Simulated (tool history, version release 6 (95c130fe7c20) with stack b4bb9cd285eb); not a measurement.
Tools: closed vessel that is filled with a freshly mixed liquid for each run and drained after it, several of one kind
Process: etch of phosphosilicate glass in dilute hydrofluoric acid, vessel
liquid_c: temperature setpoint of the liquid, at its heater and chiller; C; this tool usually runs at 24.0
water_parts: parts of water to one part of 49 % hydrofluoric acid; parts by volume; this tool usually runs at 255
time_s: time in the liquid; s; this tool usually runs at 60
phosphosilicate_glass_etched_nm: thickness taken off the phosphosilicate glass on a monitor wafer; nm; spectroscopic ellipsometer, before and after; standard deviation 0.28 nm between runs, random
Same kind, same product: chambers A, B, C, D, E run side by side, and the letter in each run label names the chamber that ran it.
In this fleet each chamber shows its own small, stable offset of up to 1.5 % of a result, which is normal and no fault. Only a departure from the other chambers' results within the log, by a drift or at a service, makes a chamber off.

run,hour,liquid_c,water_parts,time_s,"read-back film thickness of the phosphosilicate glass reference wafer, read on the same gauge (nm)",phosphosilicate_glass_etched_nm
1E,5.4,24.0,255,60,99.991,39.695
2B,10.1,24.0,255,60,99.971,39.344
3D,15.3,24.0,255,60,99.962,39.502
4C,20.0,24.0,255,60,99.983,39.581
5A,23.8,24.0,255,60,99.979,39.341
6E,27.3,24.0,255,60,100.010,39.256
7D,31.5,24.0,255,60,100.010,39.605
8B,35.5,24.0,255,60,99.991,39.612
9C,38.5,24.0,255,60,99.988,40.632
10A,43.0,24.0,255,60,99.974,39.592
11E,46.6,24.0,255,60,99.983,39.037
12A,50.4,24.0,255,60,99.984,39.015
13C,53.1,24.0,255,60,99.969,40.381
14D,58.8,24.0,255,60,100.020,39.506
15B,62.1,25.5,255,60,99.968,41.552
16E,65.4,25.5,255,60,100.010,41.839
17A,70.6,25.5,255,60,100.030,41.690
18C,73.3,25.5,255,60,99.973,43.842
19B,76.0,25.5,255,60,99.987,41.419
20D,79.1,24.0,255,60,100.020,39.618
21A,83.3,24.0,255,60,100.020,39.368
22C,86.0,24.0,255,60,99.971,41.961
23D,89.1,24.0,255,60,100.010,39.828
24B,92.3,21.0,255,30,100.010,17.667
25E,96.8,21.0,255,30,99.952,17.836
26E,101.4,21.0,255,30,100.010,17.764
27A,107.1,21.0,255,30,99.974,17.412
28B,110.2,21.0,255,30,99.964,17.543
# hour 112.6: chamber D: thermometer replaced
29D,116.1,24.0,330,75,100.020,35.375
30C,119.7,24.0,330,75,99.987,38.692
31D,125.3,24.0,330,75,99.988,35.041
32C,129.1,24.0,330,75,99.972,38.902
33A,134.1,24.0,330,75,99.993,35.055
34B,139.2,24.0,255,60,99.986,39.277
35E,144.7,24.0,255,60,99.977,39.558
36C,148.9,24.0,255,60,100.000,44.001
37B,154.4,24.0,215,60,99.966,48.399

Next, all 5 chambers run the settings below, one line each with question marks for the results. What does each chamber give?
38A,158.7,24.0,255,60,,?
38B,158.7,24.0,255,60,,?
38C,158.7,24.0,255,60,,?
38D,158.7,24.0,255,60,,?
38E,158.7,24.0,255,60,,?

run,phosphosilicate_glass_etched_nm
38A,38.984
38B,39.386
38C,44.483
38D,39.119
38E,39.581
